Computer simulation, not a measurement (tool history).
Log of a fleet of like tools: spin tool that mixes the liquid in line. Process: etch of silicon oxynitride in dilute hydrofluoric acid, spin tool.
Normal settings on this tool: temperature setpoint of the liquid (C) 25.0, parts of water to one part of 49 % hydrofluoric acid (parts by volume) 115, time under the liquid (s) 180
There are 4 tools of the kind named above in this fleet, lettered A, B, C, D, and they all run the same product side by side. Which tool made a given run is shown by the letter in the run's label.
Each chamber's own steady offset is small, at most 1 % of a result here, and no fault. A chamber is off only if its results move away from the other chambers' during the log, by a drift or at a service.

run,day,temperature setpoint of the liquid (C),parts of water to one part of 49 % hydrofluoric acid (parts by volume),time under the liquid (s),"read-back film thickness of the silicon oxynitride reference wafer, read on the same gauge (nm)",thickness taken off the silicon oxynitride on a monitor wafer (nm)
1A,0.475,25.0,115,180,69.999,3.1690
2D,0.908,25.0,115,180,69.977,3.2391
3C,1.258,25.0,115,180,70.012,3.2014
4B,1.612,25.0,115,180,70.020,3.1677
5A,1.925,25.0,115,180,69.985,3.2219
6D,2.229,25.0,115,180,69.974,3.2449
7C,2.567,23.5,115,180,70.010,2.9777
8B,2.954,23.5,115,180,70.013,2.9009
9C,3.354,23.5,115,180,69.986,2.9981
10B,3.612,23.5,115,180,69.976,2.9356
11A,3.904,25.0,115,180,70.015,3.1649
12D,4.321,25.0,70,285,70.016,8.7391
13D,4.571,25.0,70,285,69.996,8.7489
14A,4.825,25.0,70,285,70.009,8.5050
# day 4.908: chamber D: thermometer replaced
# day 5.046: chamber D: hydrofluoric acid flow meter replaced
15C,5.304,25.0,70,285,69.976,8.7359
16B,5.612,25.0,115,180,69.973,3.1097
17D,6.079,25.0,115,180,69.996,3.2019
18C,6.492,25.0,115,180,69.997,3.2560
19A,6.888,25.0,115,180,70.015,3.1835
20B,7.167,25.0,115,180,70.017,3.0333
21B,7.650,25.0,115,180,69.990,3.0265
22A,7.904,25.0,115,180,69.988,3.1556
23C,8.262,25.0,115,180,70.008,3.2417
24D,8.604,25.0,115,180,69.975,3.1883
25A,8.908,25.0,115,180,70.022,3.1963
# day 8.988: chamber A: thermometer replaced
# day 9.162: chamber C: hydrofluoric acid flow meter replaced
26B,9.233,25.0,115,180,70.038,2.9746
27D,9.592,25.0,90,180,69.993,4.1524
28C,9.908,25.0,90,180,69.972,4.2100
29B,10.212,25.0,90,180,69.977,3.8506
30C,10.450,25.0,90,180,69.992,4.1296
31D,10.662,25.0,115,180,70.024,3.2213
32A,10.988,25.0,115,180,70.028,3.1715
# day 11.054: chamber B: hydrofluoric acid flow meter replaced
33B,11.271,25.0,115,180,70.037,2.9507

What goes on in this fleet: one chamber off, a drifting gauge, or nothing beyond the chambers' own small offsets? Name the chamber and the cause, if any.

One chamber, B, drifts off from the rest bit by bit.
Likeliest cause: liquid colder than its thermometer reads (K) = 1.77.

Which of the 4 candidates below, each the usual settings with something changed and its results left as question marks, puts chamber B back in line with what the other chambers give on the usual settings?
Maximum distance from the other chambers' mean on the usual settings for a result to count as in line: thickness taken off the silicon oxynitride on a monitor wafer (nm) 0.1100
34B-1,11.612,28.0,115,180,,?
34B-2,11.612,24.5,120,165,,?
34B-3,11.612,25.0,110,190,,?
34B-4,11.612,23.0,115,180,,?

What the other chambers average on the usual settings: thickness taken off the silicon oxynitride on a monitor wafer (nm) 3.2024
run,thickness taken off the silicon oxynitride on a monitor wafer (nm)
34B-1,3.3769
34B-2,2.5119
34B-3,3.2563
34B-4,2.6730
It is 34B-3 that realigns the chamber with its peers.
